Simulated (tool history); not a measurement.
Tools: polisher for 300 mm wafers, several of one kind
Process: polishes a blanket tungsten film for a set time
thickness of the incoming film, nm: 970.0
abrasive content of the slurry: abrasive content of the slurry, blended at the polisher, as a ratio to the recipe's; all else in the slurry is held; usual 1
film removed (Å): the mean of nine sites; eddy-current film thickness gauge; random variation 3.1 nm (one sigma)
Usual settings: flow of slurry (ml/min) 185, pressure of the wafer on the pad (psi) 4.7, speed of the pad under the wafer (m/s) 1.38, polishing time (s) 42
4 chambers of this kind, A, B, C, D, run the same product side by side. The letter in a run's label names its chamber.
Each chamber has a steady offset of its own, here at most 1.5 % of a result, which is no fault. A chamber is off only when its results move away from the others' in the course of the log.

run,hour,flow of slurry (ml/min),pressure of the wafer on the pad (psi),speed of the pad under the wafer (m/s),abrasive content of the slurry,polishing time (s),film removed (Å)
1A,3.5,185,4.7,1.38,1,42,3927.2
2B,6.2,185,4.7,1.38,1,42,4001.5
3C,8.4,185,4.7,1.38,1,42,3960.5
4D,11.9,185,4.7,1.38,1,42,4042.9
5A,14.3,185,4.7,1.38,1,42,3891.9
# hour 17.2: chamber D: worn pad replaced by a new one
# hour 18.4: chamber A: slurry nozzle cleaned
6D,18.7,185,4.7,1.38,1,42,3990.9
# hour 22.3: chamber C: slurry blender recalibrated
7C,23,185,4.7,1.38,1,42,3993
# hour 24.9: chamber B: slurry tank refilled with fresh slurry and peroxide
# hour 25: chamber A: slurry tank refilled with fresh slurry and peroxide
8B,25.3,185,4.7,1.38,1,42,4002.8
# hour 27.2: chamber C: slurry tank refilled with fresh slurry and peroxide
9C,28,185,4.7,1.38,0.9,42,3924.1
10D,30.6,185,4.7,1.38,0.9,42,3896.5
# hour 31.9: chamber C: worn pad replaced by a new one
11B,34.5,185,4.7,1.38,0.9,42,3958.4
12A,37,185,4.7,1.38,0.9,42,3956.2
13B,39.2,185,4.7,1.38,1,42,4014.3
14A,41.4,185,4.7,1.38,1,42,4044.1
15D,43.9,185,4.7,1.38,1,42,4009.6
# hour 45.2: chamber B: worn pad replaced by a new one
16C,46.3,185,4.7,1.38,1,42,3948.4
17D,49.1,185,4.7,1.38,1,42,3975.3
# hour 51.5: chamber A: worn pad replaced by a new one
18C,53.6,185,4.7,1.2,1,51,4122.3
19A,55.6,185,4.7,1.2,1,51,4390.5
20B,59.2,185,4.7,1.2,1,51,4285.6
21A,62.7,185,4.7,1.2,1,51,4373
22B,66.5,185,4.7,1.38,1,42,4028.8
23D,70.6,185,4.7,1.38,1,42,3955.3
24C,74.7,185,4.7,1.38,1,42,3934.7
25B,79.2,185,4.7,1.38,1,42,4025.5
# hour 82.5: chamber D: worn pad replaced by a new one
26A,83.1,185,4.7,1.38,1,42,4288.5
27C,86.3,185,4.7,1.38,1,42,3969.2
28D,90,185,4.7,1.38,1,42,3953.7
29D,93.7,185,4.7,1.38,1,42,3967.9
30B,96.1,185,4.7,1.38,1,42,4032.1
31C,99.9,185,6,1.38,1,34,4128.7
32A,102.6,185,6,1.38,1,34,4513
33B,106.5,185,6,1.38,1,34,4213.8

What goes on in this fleet: one chamber off, a drifting gauge, or nothing beyond the chambers' own small offsets? Name the chamber and the cause, if any.

Chamber A drifts away from the others.
Cause: head's pressure above its setpoint, % = 11.7.

Here are 4 candidates for chamber A's next run, each the usual settings with a change, their results left as question marks. Which one brings its results back in line with what the others give on the usual settings?
In line means no further than this from the other chambers' mean on the usual settings: film removed (Å) 110
34A-1,109.8,190,5.2,1.38,1,42,?
34A-2,109.8,185,4.6,1.36,1,42,?
34A-3,109.8,185,4.8,1.38,1,43,?
34A-4,109.8,185,4.5,1.34,1,41,?

The other chambers' mean on the usual settings: film removed (Å) 3985
run,film removed (Å)
34A-1,4912.4
34A-2,4259.9
34A-3,4619.8
34A-4,4007.7
34A-4 brings the chamber back in line.

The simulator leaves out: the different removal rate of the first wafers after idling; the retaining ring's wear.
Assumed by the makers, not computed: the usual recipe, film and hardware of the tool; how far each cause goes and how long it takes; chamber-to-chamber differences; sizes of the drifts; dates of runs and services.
